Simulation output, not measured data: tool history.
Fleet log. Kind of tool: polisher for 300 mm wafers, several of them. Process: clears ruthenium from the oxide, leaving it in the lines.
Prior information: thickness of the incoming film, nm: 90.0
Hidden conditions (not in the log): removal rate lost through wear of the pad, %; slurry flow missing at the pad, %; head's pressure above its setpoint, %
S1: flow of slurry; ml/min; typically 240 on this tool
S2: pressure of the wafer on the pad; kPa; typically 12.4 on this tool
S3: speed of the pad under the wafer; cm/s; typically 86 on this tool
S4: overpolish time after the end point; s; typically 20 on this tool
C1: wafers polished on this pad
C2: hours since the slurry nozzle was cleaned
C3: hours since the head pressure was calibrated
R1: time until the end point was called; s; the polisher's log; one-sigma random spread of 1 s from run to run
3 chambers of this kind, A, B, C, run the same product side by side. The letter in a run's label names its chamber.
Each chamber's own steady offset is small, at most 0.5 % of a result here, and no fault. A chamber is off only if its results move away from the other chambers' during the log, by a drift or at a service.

| run | hour | S1 | S2 | S3 | S4 | C1 | C2 | C3 | R1 |
|---|---|---|---|---|---|---|---|---|---|
| 1C | 5.6 | 240 | 12.4 | 86 | 20 | 93 | 391.1 | 718.9 | 99.805 |
| 2A | 13.5 | 240 | 12.4 | 86 | 20 | 286 | 89 | 218.9 | 100.39 |
| 3B | 19.1 | 240 | 12.4 | 86 | 20 | 1104 | 298.3 | 136.1 | 100.74 |
| 4C | 25.1 | 240 | 12.4 | 86 | 20 | 191 | 410.6 | 738.4 | 100.35 |
| 5A | 31.9 | 240 | 12.4 | 86 | 15 | 377 | 107.4 | 237.3 | 100.06 |
| 6B | 36.5 | 240 | 12.4 | 86 | 15 | 1191 | 315.7 | 153.5 | 102.22 |
| 7A | 41 | 240 | 12.4 | 86 | 15 | 423 | 116.5 | 246.4 | 101.68 |
| 8C | 45.2 | 240 | 12.4 | 86 | 20 | 291 | 430.7 | 758.5 | 101.77 |
| 9B | 52.1 | 240 | 12.4 | 86 | 20 | 1268 | 331.3 | 169.1 | 101.32 |
| 10C | 59.3 | 240 | 12.4 | 86 | 20 | 361 | 444.8 | 772.6 | 100.08 |
|  | 62.9 | chamber B: worn pad replaced by a new one |
| 11B | 66.5 | 240 | 12.4 | 102 | 13 | 18 | 345.7 | 183.5 | 84.255 |
| 12A | 72.3 | 240 | 12.4 | 102 | 13 | 579 | 147.8 | 277.7 | 84.039 |
| 13A | 76.6 | 240 | 12.4 | 102 | 13 | 600 | 152.1 | 282 | 84.985 |
| 14C | 84.8 | 240 | 16.5 | 86 | 20 | 488 | 470.3 | 798.1 | 75.01 |
| 15B | 89.1 | 240 | 16.5 | 86 | 20 | 130 | 368.3 | 206.1 | 75.13 |
| 16A | 93.2 | 240 | 16.5 | 86 | 20 | 683 | 168.7 | 298.6 | 74.94 |
| 17B | 101.4 | 240 | 12.4 | 68 | 20 | 191 | 380.6 | 218.4 | 128.48 |
| 18C | 106.2 | 240 | 12.4 | 68 | 20 | 594 | 491.7 | 819.5 | 129.98 |
| 19B | 110.7 | 240 | 12.4 | 68 | 20 | 238 | 389.9 | 227.7 | 127.17 |
| 20C | 115.7 | 240 | 12.4 | 86 | 20 | 641 | 501.2 | 829 | 99.036 |
| 21A | 123.4 | 240 | 12.4 | 86 | 20 | 833 | 198.9 | 328.8 | 99.469 |
|  | 124.7 | chamber A: worn pad replaced by a new one |
| 22C | 127.4 | 240 | 12.4 | 86 | 20 | 700 | 512.9 | 840.7 | 102.93 |
| 23B | 131.6 | 240 | 12.4 | 86 | 20 | 342 | 410.8 | 248.6 | 101.38 |
|  | 135.2 | chamber C: worn pad replaced by a new one |
| 24A | 136.2 | 240 | 12.4 | 86 | 20 | 57 | 211.7 | 341.6 | 97.715 |
| 25B | 144.9 | 240 | 12.4 | 86 | 20 | 408 | 424.1 | 261.9 | 99.96 |
| 26C | 150.4 | 240 | 12.4 | 86 | 20 | 75 | 535.9 | 863.7 | 101.37 |
| 27A | 154.5 | 240 | 12.4 | 86 | 20 | 148 | 230 | 359.9 | 96.385 |
| 28A | 162.2 | 240 | 12.4 | 86 | 20 | 186 | 237.7 | 367.6 | 96.769 |
| 29B | 170.8 | 240 | 12.4 | 86 | 25 | 537 | 450 | 287.8 | 100.75 |
| 30C | 176.8 | 240 | 12.4 | 86 | 25 | 207 | 562.3 | 890.1 | 100.83 |
| 31B | 185.5 | 240 | 12.4 | 86 | 25 | 610 | 464.7 | 302.5 | 101.23 |
| 32C | 194.4 | 240 | 12.4 | 86 | 20 | 294 | 579.9 | 907.7 | 100.85 |
|  | 199.5 | chamber A: slurry nozzle cleaned |
| 33A | 203.2 | 240 | 12.4 | 86 | 20 | 390 | 3.7 | 408.6 | 95.339 |
|  | 205.2 | chamber B: slurry nozzle cleaned |
| 34C | 207.4 | 240 | 12.4 | 86 | 20 | 359 | 592.9 | 920.7 | 102.16 |
| 35B | 214.2 | 240 | 12.4 | 86 | 20 | 753 | 9.1 | 331.2 | 100.33 |
| 36A | 220.1 | 240 | 12.4 | 86 | 20 | 475 | 20.6 | 425.5 | 95.361 |
| 37A | 225.8 | 240 | 12.4 | 86 | 20 | 503 | 26.3 | 431.2 | 94.07 |
|  | 231 | chamber C: slurry nozzle cleaned |
| 38B | 233.9 | 270 | 9 | 86 | 20 | 851 | 28.8 | 350.9 | 139.19 |
| 39C | 242.3 | 270 | 9 | 86 | 20 | 533 | 11.4 | 955.6 | 139.33 |
| 40B | 246.8 | 270 | 9 | 86 | 20 | 915 | 41.7 | 363.8 | 136.19 |
| 41C | 254.4 | 240 | 12.4 | 86 | 20 | 593 | 23.5 | 967.7 | 98.623 |
| 42A | 259.5 | 240 | 12.4 | 86 | 20 | 671 | 60 | 464.9 | 95.755 |

Does one chamber stand apart from the rest, does the shared gauge drift, or is all well apart from small per-chamber offsets? Give the chamber and the most likely cause, where there is one.

Little by little, chamber A moves away from the other chambers.
What lies behind it: head's pressure above its setpoint, % = 7.97.

Here are 4 candidates for chamber A's next run, each the usual settings with a change, their results left as question marks. Which one brings its results back in line with what the others give on the usual settings?
A result is in line if it is within this distance of the other chambers' mean on the usual settings: R1 3.6 s
| 43A-1 | 266.1 | 240 | 12.4 | 92 | 20 |  |  |  | ? |
| 43A-2 | 266.1 | 235 | 11.7 | 78 | 20 |  |  |  | ? |
| 43A-3 | 266.1 | 240 | 11.7 | 84 | 20 |  |  |  | ? |
| 43A-4 | 266.1 | 245 | 14.5 | 86 | 20 |  |  |  | ? |

What the other chambers average on the usual settings: R1 100.63 s
| run | R1 |
|---|---|
| 43A-1 | 87.001 |
| 43A-2 | 109.16 |
| 43A-3 | 101 |
| 43A-4 | 79.72 |
43A-3 is the one that brings the chamber's results back in line with the other chambers.
